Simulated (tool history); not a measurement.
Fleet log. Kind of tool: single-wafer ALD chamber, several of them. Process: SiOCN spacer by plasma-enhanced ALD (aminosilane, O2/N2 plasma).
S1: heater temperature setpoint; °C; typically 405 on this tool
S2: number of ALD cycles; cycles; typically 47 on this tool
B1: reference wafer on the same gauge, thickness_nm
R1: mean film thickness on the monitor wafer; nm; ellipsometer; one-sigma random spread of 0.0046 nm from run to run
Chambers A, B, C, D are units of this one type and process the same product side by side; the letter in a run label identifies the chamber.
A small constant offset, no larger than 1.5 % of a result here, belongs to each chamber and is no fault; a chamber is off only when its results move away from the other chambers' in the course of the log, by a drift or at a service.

| run | day | S1 | S2 | B1 | R1 |
|---|---|---|---|---|---|
| 1B | 0.088 | 405 | 47 | 2.3202 | 2.7791 |
| 2C | 0.267 | 405 | 47 | 2.3196 | 2.7781 |
| 3D | 0.362 | 405 | 47 | 2.3177 | 2.7713 |
| 4A | 0.496 | 405 | 47 | 2.3193 | 2.7599 |
| 5A | 0.65 | 405 | 47 | 2.3176 | 2.7631 |
| 6C | 0.746 | 405 | 47 | 2.318 | 2.778 |
| 7B | 0.896 | 405 | 47 | 2.318 | 2.7851 |
| 8D | 1.05 | 405 | 47 | 2.3169 | 2.7685 |
| 9D | 1.196 | 405 | 47 | 2.3166 | 2.7817 |
| 10B | 1.367 | 405 | 47 | 2.3174 | 2.7808 |
| 11A | 1.479 | 405 | 47 | 2.3161 | 2.7576 |
| 12C | 1.625 | 405 | 47 | 2.3162 | 2.7669 |
| 13C | 1.708 | 405 | 47 | 2.315 | 2.7688 |
| 14A | 1.825 | 405 | 47 | 2.315 | 2.7511 |
| 15D | 1.988 | 405 | 47 | 2.3136 | 2.7661 |
| 16B | 2.171 | 405 | 47 | 2.3137 | 2.7775 |
| 17D | 2.329 | 405 | 47 | 2.3135 | 2.7725 |
| 18B | 2.454 | 405 | 47 | 2.3139 | 2.7781 |
| 19A | 2.546 | 416 | 47 | 2.3122 | 2.6611 |
| 20C | 2.65 | 416 | 47 | 2.3132 | 2.6787 |
| 21D | 2.775 | 416 | 47 | 2.3127 | 2.6781 |
| 22A | 2.938 | 416 | 47 | 2.3108 | 2.662 |
| 23B | 3.033 | 405 | 47 | 2.3126 | 2.777 |
| 24C | 3.179 | 405 | 47 | 2.3112 | 2.7712 |
| 25A | 3.296 | 409 | 39 | 2.3114 | 2.2584 |
| 26D | 3.458 | 409 | 39 | 2.3114 | 2.2721 |
| 27B | 3.562 | 409 | 39 | 2.3111 | 2.2787 |
| 28C | 3.642 | 409 | 39 | 2.3111 | 2.2651 |
| 29B | 3.767 | 405 | 47 | 2.3103 | 2.7757 |
| 30C | 3.879 | 405 | 47 | 2.3086 | 2.7637 |
| 31D | 3.983 | 405 | 47 | 2.3082 | 2.7711 |
| 32A | 4.071 | 405 | 47 | 2.3091 | 2.7512 |
| 33D | 4.238 | 393 | 43 | 2.3097 | 2.5688 |
| 34A | 4.383 | 393 | 43 | 2.3085 | 2.5527 |
| 35B | 4.475 | 393 | 43 | 2.3081 | 2.5808 |
| 36C | 4.621 | 393 | 43 | 2.3068 | 2.5734 |
| 37D | 4.8 | 397 | 47 | 2.3066 | 2.7948 |
| 38A | 4.896 | 397 | 47 | 2.3061 | 2.7846 |
| 39C | 5.062 | 397 | 47 | 2.3062 | 2.8018 |
| 40B | 5.242 | 397 | 47 | 2.3055 | 2.8174 |
| 41C | 5.417 | 405 | 47 | 2.3051 | 2.7563 |
| 42D | 5.533 | 405 | 47 | 2.305 | 2.7584 |

All chambers now run identical settings, listed one chamber a line with results as question marks. What results will each chamber show?
| 43A | 5.667 | 399 | 47 |  | ? |
| 43B | 5.667 | 399 | 47 |  | ? |
| 43C | 5.667 | 399 | 47 |  | ? |
| 43D | 5.667 | 399 | 47 |  | ? |

| run | R1 |
|---|---|
| 43A | 2.7864 |
| 43B | 2.8083 |
| 43C | 2.8079 |
| 43D | 2.8069 |
